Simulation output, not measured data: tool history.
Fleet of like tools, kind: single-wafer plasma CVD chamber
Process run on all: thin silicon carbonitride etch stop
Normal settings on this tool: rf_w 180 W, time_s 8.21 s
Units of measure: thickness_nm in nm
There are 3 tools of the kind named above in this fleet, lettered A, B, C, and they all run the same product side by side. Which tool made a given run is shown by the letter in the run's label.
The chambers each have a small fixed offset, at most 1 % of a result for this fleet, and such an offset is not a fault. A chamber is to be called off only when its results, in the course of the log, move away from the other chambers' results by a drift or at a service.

| run | hour | rf_w | time_s | read-back reference wafer on the same gauge, thickness_nm | thickness_nm |
|---|---|---|---|---|---|
| 1C | 11.6 | 180 | 8.21 | 5.1440 | 4.5373 |
| 2B | 22.7 | 180 | 8.21 | 5.1418 | 4.5032 |
| 3A | 28.7 | 180 | 8.21 | 5.1351 | 4.5218 |
| 4A | 36.9 | 180 | 8.21 | 5.1451 | 4.5027 |
| 5B | 48.3 | 180 | 8.21 | 5.1411 | 4.5186 |
| 6C | 55.6 | 180 | 8.21 | 5.1392 | 4.5507 |
| 7B | 63.0 | 180 | 8.21 | 5.1390 | 4.5342 |
| 8C | 71.5 | 180 | 8.21 | 5.1434 | 4.5310 |
| 9A | 78.1 | 180 | 8.21 | 5.1390 | 4.4972 |
| 10B | 84.4 | 180 | 8.21 | 5.1375 | 4.5111 |
| 11A | 91.9 | 180 | 8.21 | 5.1355 | 4.4807 |
| 12C | 97.9 | 180 | 8.21 | 5.1415 | 4.5276 |
| 13B | 108.0 | 180 | 8.21 | 5.1361 | 4.5369 |
|  | 108.2 | chamber C: thermocouple changed; heater temperature recalibrated |
| 14A | 117.8 | 180 | 8.21 | 5.1394 | 4.4967 |
| 15C | 123.6 | 180 | 8.21 | 5.1414 | 4.5198 |
| 16C | 130.0 | 180 | 8.21 | 5.1363 | 4.4760 |
| 17B | 139.4 | 160 | 8.21 | 5.1410 | 4.3600 |
| 18A | 145.8 | 160 | 8.21 | 5.1360 | 4.3690 |
| 19A | 153.8 | 160 | 8.21 | 5.1430 | 4.3397 |
| 20B | 163.2 | 180 | 8.21 | 5.1384 | 4.5470 |
|  | 170.3 | chamber B: thermocouple changed; heater temperature recalibrated |
| 21C | 173.4 | 180 | 8.21 | 5.1389 | 4.5503 |
| 22A | 184.9 | 210 | 9.01 | 5.1422 | 5.1511 |
| 23C | 194.9 | 210 | 9.01 | 5.1415 | 5.2221 |
| 24B | 203.7 | 210 | 9.01 | 5.1420 | 5.2152 |
| 25C | 214.0 | 180 | 8.21 | 5.1410 | 4.5248 |
| 26B | 219.8 | 180 | 8.21 | 5.1404 | 4.5598 |
| 27A | 231.9 | 145 | 8.21 | 5.1396 | 4.2414 |
| 28C | 238.7 | 145 | 8.21 | 5.1400 | 4.2460 |
| 29A | 251.3 | 145 | 8.21 | 5.1368 | 4.2331 |
| 30B | 260.2 | 205 | 8.21 | 5.1403 | 4.7029 |
| 31B | 270.5 | 205 | 8.21 | 5.1415 | 4.7087 |
| 32A | 279.1 | 205 | 8.21 | 5.1399 | 4.6340 |
| 33C | 290.1 | 180 | 8.21 | 5.1408 | 4.5303 |

For the next run the whole fleet of 3 chambers uses the same settings. Give each chamber's results:
| 34A | 299.2 | 180 | 7.06 |  | ? |
| 34B | 299.2 | 180 | 7.06 |  | ? |
| 34C | 299.2 | 180 | 7.06 |  | ? |

| run | thickness_nm |
|---|---|
| 34A | 3.8838 |
| 34B | 3.9148 |
| 34C | 3.8937 |
